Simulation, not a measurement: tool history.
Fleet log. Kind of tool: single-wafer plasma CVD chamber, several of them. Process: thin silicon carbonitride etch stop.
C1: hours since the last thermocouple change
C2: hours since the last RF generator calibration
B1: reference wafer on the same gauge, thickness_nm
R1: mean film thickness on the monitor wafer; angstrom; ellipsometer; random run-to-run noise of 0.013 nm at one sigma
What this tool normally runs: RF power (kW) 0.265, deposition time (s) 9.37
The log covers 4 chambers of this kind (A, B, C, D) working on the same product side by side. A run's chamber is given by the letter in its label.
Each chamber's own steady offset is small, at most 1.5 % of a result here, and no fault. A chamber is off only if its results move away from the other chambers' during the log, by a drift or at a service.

{"run": "1C", "day": 0.421, "RF power (kW)": 0.265, "deposition time (s)": 9.37, "C1": 1594.2, "C2": 941.9, "B1": 6.2992, "R1": 58.098}
{"run": "2B", "day": 0.658, "RF power (kW)": 0.265, "deposition time (s)": 9.37, "C1": 2023.1, "C2": 1056.0, "B1": 6.2992, "R1": 58.157}
{"run": "3D", "day": 1.1, "RF power (kW)": 0.265, "deposition time (s)": 9.37, "C1": 1035.7, "C2": 683.1, "B1": 6.3019, "R1": 57.561}
{"day": 1.333, "done": "chamber A: thermocouple changed; heater temperature recalibrated"}
{"run": "4A", "day": 1.521, "RF power (kW)": 0.265, "deposition time (s)": 9.37, "C1": 4.6, "C2": 237.0, "B1": 6.2986, "R1": 58.029}
{"run": "5C", "day": 1.742, "RF power (kW)": 0.23, "deposition time (s)": 10.45, "C1": 1625.9, "C2": 973.6, "B1": 6.2968, "R1": 62.178}
{"run": "6D", "day": 2.046, "RF power (kW)": 0.23, "deposition time (s)": 10.45, "C1": 1058.4, "C2": 705.8, "B1": 6.2973, "R1": 61.532}
{"run": "7B", "day": 2.488, "RF power (kW)": 0.23, "deposition time (s)": 10.45, "C1": 2067.0, "C2": 1099.9, "B1": 6.2971, "R1": 61.93}
{"run": "8A", "day": 2.833, "RF power (kW)": 0.23, "deposition time (s)": 10.45, "C1": 36.1, "C2": 268.5, "B1": 6.2983, "R1": 61.693}
{"run": "9C", "day": 3.108, "RF power (kW)": 0.265, "deposition time (s)": 10.82, "C1": 1658.7, "C2": 1006.4, "B1": 6.2979, "R1": 66.83}
{"run": "10B", "day": 3.333, "RF power (kW)": 0.265, "deposition time (s)": 10.82, "C1": 2087.3, "C2": 1120.2, "B1": 6.2968, "R1": 67.259}
{"run": "11A", "day": 3.725, "RF power (kW)": 0.265, "deposition time (s)": 10.82, "C1": 57.5, "C2": 289.9, "B1": 6.3003, "R1": 66.708}
{"run": "12D", "day": 4.017, "RF power (kW)": 0.265, "deposition time (s)": 10.82, "C1": 1105.7, "C2": 753.1, "B1": 6.2971, "R1": 66.265}
{"run": "13D", "day": 4.329, "RF power (kW)": 0.265, "deposition time (s)": 9.37, "C1": 1113.2, "C2": 760.6, "B1": 6.2976, "R1": 57.618}
{"run": "14C", "day": 4.746, "RF power (kW)": 0.265, "deposition time (s)": 9.37, "C1": 1698.0, "C2": 1045.7, "B1": 6.3001, "R1": 58.019}
{"run": "15A", "day": 5.221, "RF power (kW)": 0.265, "deposition time (s)": 9.37, "C1": 93.4, "C2": 325.8, "B1": 6.3033, "R1": 57.815}
{"run": "16B", "day": 5.692, "RF power (kW)": 0.265, "deposition time (s)": 9.37, "C1": 2143.9, "C2": 1176.8, "B1": 6.3004, "R1": 57.77}
{"run": "17D", "day": 6.15, "RF power (kW)": 0.29, "deposition time (s)": 10.49, "C1": 1156.9, "C2": 804.3, "B1": 6.2996, "R1": 66.074}
{"run": "18A", "day": 6.508, "RF power (kW)": 0.29, "deposition time (s)": 10.49, "C1": 124.3, "C2": 356.7, "B1": 6.2982, "R1": 66.19}
{"run": "19C", "day": 6.779, "RF power (kW)": 0.29, "deposition time (s)": 10.49, "C1": 1746.8, "C2": 1094.5, "B1": 6.3, "R1": 66.997}
{"run": "20B", "day": 7.196, "RF power (kW)": 0.29, "deposition time (s)": 10.49, "C1": 2180.0, "C2": 1212.9, "B1": 6.3027, "R1": 66.565}
{"run": "21A", "day": 7.558, "RF power (kW)": 0.265, "deposition time (s)": 9.37, "C1": 149.5, "C2": 381.9, "B1": 6.2985, "R1": 57.806}
{"day": 7.829, "done": "chamber B: thermocouple changed; heater temperature recalibrated"}
{"run": "22B", "day": 7.912, "RF power (kW)": 0.265, "deposition time (s)": 9.37, "C1": 2.0, "C2": 1230.1, "B1": 6.2971, "R1": 57.624}
{"day": 8.3, "done": "chamber B: RF generator calibrated"}
{"run": "23C", "day": 8.321, "RF power (kW)": 0.31, "deposition time (s)": 10.75, "C1": 1783.8, "C2": 1131.5, "B1": 6.2992, "R1": 69.783}
{"run": "24D", "day": 8.533, "RF power (kW)": 0.31, "deposition time (s)": 10.75, "C1": 1214.1, "C2": 861.5, "B1": 6.2982, "R1": 68.995}
{"run": "25B", "day": 8.842, "RF power (kW)": 0.31, "deposition time (s)": 10.75, "C1": 24.3, "C2": 13.1, "B1": 6.3006, "R1": 69.668}
{"run": "26A", "day": 9.117, "RF power (kW)": 0.31, "deposition time (s)": 10.75, "C1": 186.9, "C2": 419.3, "B1": 6.3003, "R1": 69.539}
{"run": "27D", "day": 9.512, "RF power (kW)": 0.265, "deposition time (s)": 9.37, "C1": 1237.6, "C2": 885.0, "B1": 6.3008, "R1": 57.321}
{"run": "28C", "day": 9.9, "RF power (kW)": 0.265, "deposition time (s)": 9.37, "C1": 1821.7, "C2": 1169.4, "B1": 6.299, "R1": 58.272}
{"run": "29C", "day": 10.379, "RF power (kW)": 0.265, "deposition time (s)": 9.37, "C1": 1833.2, "C2": 1180.9, "B1": 6.3024, "R1": 58.28}
{"run": "30B", "day": 10.604, "RF power (kW)": 0.265, "deposition time (s)": 9.37, "C1": 66.6, "C2": 55.4, "B1": 6.2951, "R1": 57.939}
{"run": "31A", "day": 11.079, "RF power (kW)": 0.245, "deposition time (s)": 10.72, "C1": 234.0, "C2": 466.4, "B1": 6.2985, "R1": 64.723}
{"run": "32D", "day": 11.5, "RF power (kW)": 0.245, "deposition time (s)": 10.72, "C1": 1285.3, "C2": 932.7, "B1": 6.3021, "R1": 64.457}
{"run": "33A", "day": 11.95, "RF power (kW)": 0.245, "deposition time (s)": 10.72, "C1": 254.9, "C2": 487.3, "B1": 6.3017, "R1": 64.774}
{"run": "34B", "day": 12.362, "RF power (kW)": 0.245, "deposition time (s)": 10.72, "C1": 108.8, "C2": 97.6, "B1": 6.2997, "R1": 64.766}
{"run": "35C", "day": 12.633, "RF power (kW)": 0.265, "deposition time (s)": 9.37, "C1": 1887.3, "C2": 1235.0, "B1": 6.2983, "R1": 58.028}
{"run": "36D", "day": 13.029, "RF power (kW)": 0.265, "deposition time (s)": 9.37, "C1": 1322.0, "C2": 969.4, "B1": 6.3011, "R1": 57.627}
{"run": "37A", "day": 13.254, "RF power (kW)": 0.265, "deposition time (s)": 9.37, "C1": 286.2, "C2": 518.6, "B1": 6.2976, "R1": 57.833}
{"run": "38C", "day": 13.729, "RF power (kW)": 0.265, "deposition time (s)": 9.37, "C1": 1913.6, "C2": 1261.3, "B1": 6.3007, "R1": 58.265}
{"run": "39B", "day": 13.962, "RF power (kW)": 0.265, "deposition time (s)": 9.37, "C1": 147.2, "C2": 136.0, "B1": 6.3002, "R1": 57.903}

Does one chamber stand apart from the rest, does the shared gauge drift, or is all well apart from small per-chamber offsets? Give the chamber and the most likely cause, where there is one.

Nothing is wrong: each chamber keeps only its own small, steady offset and the gauge holds still.
